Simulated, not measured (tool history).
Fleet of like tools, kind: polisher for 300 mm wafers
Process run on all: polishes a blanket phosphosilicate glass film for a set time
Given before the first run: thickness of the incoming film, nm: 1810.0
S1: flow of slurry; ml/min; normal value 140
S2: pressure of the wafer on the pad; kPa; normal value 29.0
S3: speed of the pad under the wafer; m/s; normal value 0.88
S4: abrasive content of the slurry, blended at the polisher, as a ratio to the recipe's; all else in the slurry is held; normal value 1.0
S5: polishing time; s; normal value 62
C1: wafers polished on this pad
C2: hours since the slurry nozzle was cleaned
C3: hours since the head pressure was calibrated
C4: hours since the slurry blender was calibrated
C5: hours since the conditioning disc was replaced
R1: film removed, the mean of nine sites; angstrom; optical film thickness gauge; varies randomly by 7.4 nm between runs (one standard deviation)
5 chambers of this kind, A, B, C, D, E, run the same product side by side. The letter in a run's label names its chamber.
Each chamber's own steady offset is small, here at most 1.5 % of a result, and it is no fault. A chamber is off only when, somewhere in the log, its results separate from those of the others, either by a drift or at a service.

-- day=0.171 chamber B: worn pad replaced by a new one
run 1D day=0.321 | S1=140 S2=29.0 S3=0.88 S4=1.0 S5=62 | C1=1384 C2=198.9 C3=114.9 C4=398.9 C5=347.1 | R1=5092.2
-- day=0.496 chamber D: worn pad replaced by a new one
-- day=0.508 chamber C: conditioning disc replaced and pad reconditioned
run 2B day=0.629 | S1=140 S2=29.0 S3=0.88 S4=1.0 S5=62 | C1=142 C2=347.7 C3=304.7 C4=100.4 C5=213.6 | R1=5158.6
-- day=0.696 chamber E: slurry blender recalibrated
run 3E day=0.925 | S1=140 S2=29.0 S3=0.88 S4=1.0 S5=62 | C1=362 C2=155.0 C3=127.1 C4=5.6 C5=93.9 | R1=5076.2
run 4C day=1.204 | S1=140 S2=29.0 S3=0.88 S4=1.0 S5=62 | C1=1054 C2=468.2 C3=219.3 C4=278.4 C5=16.7 | R1=5183.1
run 5A day=1.492 | S1=140 S2=29.0 S3=0.88 S4=1.0 S5=62 | C1=658 C2=355.1 C3=422.6 C4=282.0 C5=253.9 | R1=5196.0
-- day=1.588 chamber C: slurry nozzle cleaned
run 6B day=1.896 | S1=140 S2=29.0 S3=0.88 S4=1.0 S5=62 | C1=536 C2=378.1 C3=335.1 C4=130.8 C5=244.0 | R1=5292.1
-- day=1.962 chamber D: conditioning disc replaced and pad reconditioned
-- day=1.962 chamber B: worn pad replaced by a new one
-- day=2.121 chamber D: slurry blender recalibrated
-- day=2.208 chamber A: slurry nozzle cleaned
run 7A day=2.283 | S1=140 S2=29.0 S3=0.88 S4=1.0 S5=62 | C1=904 C2=1.8 C3=441.6 C4=301.0 C5=272.9 | R1=5171.3
-- day=2.521 chamber E: worn pad replaced by a new one
-- day=2.608 chamber A: worn pad replaced by a new one
run 8D day=2.654 | S1=140 S2=29.0 S3=0.88 S4=1.0 S5=62 | C1=670 C2=254.9 C3=170.9 C4=12.8 C5=16.7 | R1=5138.8
-- day=2.812 chamber C: worn pad replaced by a new one
run 9C day=2.992 | S1=140 S2=29.0 S3=0.88 S4=1.0 S5=62 | C1=56 C2=33.7 C3=262.2 C4=321.3 C5=59.6 | R1=5130.6
-- day=3.225 chamber A: conditioning disc replaced and pad reconditioned
run 10E day=3.238 | S1=140 S2=29.0 S3=0.88 S4=1.0 S5=62 | C1=223 C2=210.5 C3=182.6 C4=61.1 C5=149.4 | R1=5210.3
run 11D day=3.454 | S1=140 S2=29.0 S3=0.88 S4=1.0 S5=62 | C1=919 C2=274.1 C3=190.1 C4=32.0 C5=35.9 | R1=5103.1
run 12A day=3.838 | S1=140 S2=29.0 S3=0.88 S4=1.0 S5=62 | C1=381 C2=39.1 C3=478.9 C4=338.3 C5=14.8 | R1=5261.9
-- day=3.875 chamber B: worn pad replaced by a new one
run 13C day=4.100 | S1=140 S2=21.4 S3=0.88 S4=1.2 S5=62 | C1=400 C2=60.3 C3=288.8 C4=347.9 C5=86.2 | R1=4106.2
run 14E day=4.283 | S1=140 S2=21.4 S3=0.88 S4=1.2 S5=62 | C1=547 C2=235.6 C3=207.7 C4=86.2 C5=174.5 | R1=4198.1
run 15B day=4.508 | S1=140 S2=21.4 S3=0.88 S4=1.2 S5=62 | C1=197 C2=440.8 C3=397.8 C4=193.5 C5=306.7 | R1=4030.3
run 16B day=4.738 | S1=140 S2=21.4 S3=0.88 S4=1.2 S5=62 | C1=268 C2=446.3 C3=403.3 C4=199.0 C5=312.2 | R1=4140.2
run 17D day=5.079 | S1=140 S2=21.4 S3=0.88 S4=1.2 S5=62 | C1=1423 C2=313.1 C3=229.1 C4=71.0 C5=74.9 | R1=4077.7
-- day=5.088 chamber D: worn pad replaced by a new one
-- day=5.304 chamber E: worn pad replaced by a new one
run 18C day=5.308 | S1=140 S2=29.0 S3=0.88 S4=1.0 S5=62 | C1=775 C2=89.3 C3=317.8 C4=376.9 C5=115.2 | R1=5180.8
-- day=5.554 chamber C: slurry blender recalibrated
-- day=5.621 chamber A: worn pad replaced by a new one
run 19A day=5.658 | S1=140 S2=29.0 S3=0.88 S4=1.0 S5=62 | C1=11 C2=82.8 C3=522.6 C4=382.0 C5=58.5 | R1=5163.1
-- day=5.979 chamber B: worn pad replaced by a new one
run 20E day=5.988 | S1=140 S2=29.0 S3=0.88 S4=1.0 S5=62 | C1=212 C2=276.5 C3=248.6 C4=127.1 C5=215.4 | R1=5201.9
run 21E day=6.229 | S1=140 S2=29.0 S3=0.88 S4=1.0 S5=48 | C1=287 C2=282.3 C3=254.4 C4=132.9 C5=221.2 | R1=4030.7
-- day=6.362 chamber E: slurry nozzle cleaned
run 22A day=6.608 | S1=140 S2=29.0 S3=0.88 S4=1.0 S5=48 | C1=306 C2=105.6 C3=545.4 C4=404.8 C5=81.3 | R1=4011.8
run 23D day=6.842 | S1=140 S2=29.0 S3=0.88 S4=1.0 S5=48 | C1=545 C2=355.4 C3=271.4 C4=113.3 C5=117.2 | R1=3881.2
-- day=6.983 chamber C: worn pad replaced by a new one
run 24B day=7.158 | S1=140 S2=29.0 S3=0.88 S4=1.0 S5=48 | C1=366 C2=504.4 C3=461.4 C4=257.1 C5=370.3 | R1=4056.3
run 25C day=7.342 | S1=140 S2=29.0 S3=0.88 S4=1.0 S5=48 | C1=111 C2=138.1 C3=366.6 C4=43.0 C5=164.0 | R1=4109.6
-- day=7.575 chamber D: head pressure recalibrated
run 26D day=7.588 | S1=140 S2=29.0 S3=0.68 S4=1.0 S5=62 | C1=777 C2=373.3 C3=0.3 C4=131.2 C5=135.1 | R1=4138.6
-- day=7.821 chamber A: slurry blender recalibrated
-- day=7.871 chamber B: worn pad replaced by a new one
-- day=7.908 chamber E: worn pad replaced by a new one
run 27E day=7.962 | S1=140 S2=29.0 S3=0.68 S4=1.0 S5=62 | C1=17 C2=38.4 C3=296.0 C4=174.5 C5=262.8 | R1=4162.8
run 28C day=8.171 | S1=140 S2=29.0 S3=0.68 S4=1.0 S5=62 | C1=369 C2=158.0 C3=386.5 C4=62.9 C5=183.9 | R1=4130.7
-- day=8.267 chamber B: slurry blender recalibrated
-- day=8.321 chamber D: slurry nozzle cleaned
-- day=8.512 chamber A: worn pad replaced by a new one
run 29A day=8.567 | S1=140 S2=29.0 S3=0.68 S4=1.0 S5=62 | C1=17 C2=152.6 C3=592.4 C4=18.0 C5=128.3 | R1=4260.8
run 30B day=8.842 | S1=140 S2=29.0 S3=0.68 S4=1.0 S5=62 | C1=302 C2=544.8 C3=501.8 C4=13.8 C5=410.7 | R1=4284.4
run 31A day=9.238 | S1=140 S2=29.0 S3=0.88 S4=1.0 S5=62 | C1=225 C2=168.7 C3=608.5 C4=34.1 C5=144.4 | R1=5092.5
run 32D day=9.529 | S1=140 S2=29.0 S3=0.88 S4=1.0 S5=62 | C1=1380 C2=29.0 C3=46.9 C4=177.8 C5=181.7 | R1=5134.8

Decide between three cases: one chamber stands off from its peers, the gauge reading all wafers drifts, or nothing is wrong past each chamber's small offset. Where a chamber is off, say which and what most likely put it there.

No chamber stands off beyond its own small offset, and the gauge holds steady.
